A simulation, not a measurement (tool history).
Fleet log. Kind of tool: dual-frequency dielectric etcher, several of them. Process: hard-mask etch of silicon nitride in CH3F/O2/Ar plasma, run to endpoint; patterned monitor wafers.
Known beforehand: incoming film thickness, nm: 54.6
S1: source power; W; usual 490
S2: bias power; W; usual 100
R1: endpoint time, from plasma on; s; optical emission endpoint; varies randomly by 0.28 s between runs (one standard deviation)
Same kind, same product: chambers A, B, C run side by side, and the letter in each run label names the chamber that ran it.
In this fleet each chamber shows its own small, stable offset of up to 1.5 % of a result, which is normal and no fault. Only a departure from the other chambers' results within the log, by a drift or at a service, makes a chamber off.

Run 1B, day 0.288: usual settings. Result: R1 65.515 s.
Run 2C, day 0.562: usual settings. Result: R1 63.992 s.
Run 3A, day 0.692: usual settings. Result: R1 65.71 s.
Run 4C, day 0.829: usual settings. Result: R1 64.553 s.
Run 5A, day 1.012: usual settings but S1 440 W, S2 86 W. Result: R1 71.384 s.
Run 6B, day 1.138: usual settings but S1 440 W, S2 86 W. Result: R1 72.406 s.
Run 7B, day 1.362: usual settings but S1 440 W, S2 86 W. Result: R1 71.795 s.
Run 8C, day 1.521: usual settings. Result: R1 64.381 s.
Run 9A, day 1.762: usual settings but S1 550 W. Result: R1 62.257 s.
Run 10C, day 2: usual settings but S1 550 W. Result: R1 61.601 s.
Run 11B, day 2.283: usual settings but S1 550 W. Result: R1 62.878 s.
Run 12A, day 2.467: usual settings. Result: R1 65.172 s.
Run 13C, day 2.629: usual settings. Result: R1 64.92 s.
Run 14B, day 2.775: usual settings. Result: R1 65.803 s.
Run 15A, day 2.954: usual settings. Result: R1 65.649 s.
Run 16C, day 3.225: usual settings. Result: R1 64.425 s.
Run 17B, day 3.35: usual settings. Result: R1 66.077 s.
Run 18A, day 3.612: usual settings. Result: R1 66.497 s.
Run 19A, day 3.858: usual settings. Result: R1 66.927 s.
Run 20C, day 4.125: usual settings. Result: R1 63.751 s.
Run 21B, day 4.333: usual settings but S1 440 W. Result: R1 68.742 s.
Run 22B, day 4.483: usual settings but S1 440 W. Result: R1 68.737 s.
Run 23C, day 4.746: usual settings but S1 440 W. Result: R1 66.779 s.
Run 24A, day 4.975: usual settings but S2 117 W. Result: R1 63.531 s.
Run 25B, day 5.112: usual settings but S2 117 W. Result: R1 61.803 s.
Run 26C, day 5.338: usual settings but S2 117 W. Result: R1 61.015 s.
Run 27A, day 5.554: usual settings but S1 440 W, S2 112 W. Result: R1 67.816 s.
Run 28C, day 5.792: usual settings but S1 440 W, S2 112 W. Result: R1 64.703 s.
Run 29B, day 5.929: usual settings but S1 440 W, S2 112 W. Result: R1 65.492 s.
Run 30A, day 6.212: usual settings. Result: R1 69.534 s.
Run 31C, day 6.425: usual settings. Result: R1 64.026 s.

For the next run the whole fleet of 3 chambers uses the same settings. Give each chamber's results:
Run 32A, day 6.629: usual settings. Result: R1 ?.
Run 32B, day 6.629: usual settings. Result: R1 ?.
Run 32C, day 6.629: usual settings. Result: R1 ?.

run      R1
32A  68.947
32B  65.103
32C  64.766

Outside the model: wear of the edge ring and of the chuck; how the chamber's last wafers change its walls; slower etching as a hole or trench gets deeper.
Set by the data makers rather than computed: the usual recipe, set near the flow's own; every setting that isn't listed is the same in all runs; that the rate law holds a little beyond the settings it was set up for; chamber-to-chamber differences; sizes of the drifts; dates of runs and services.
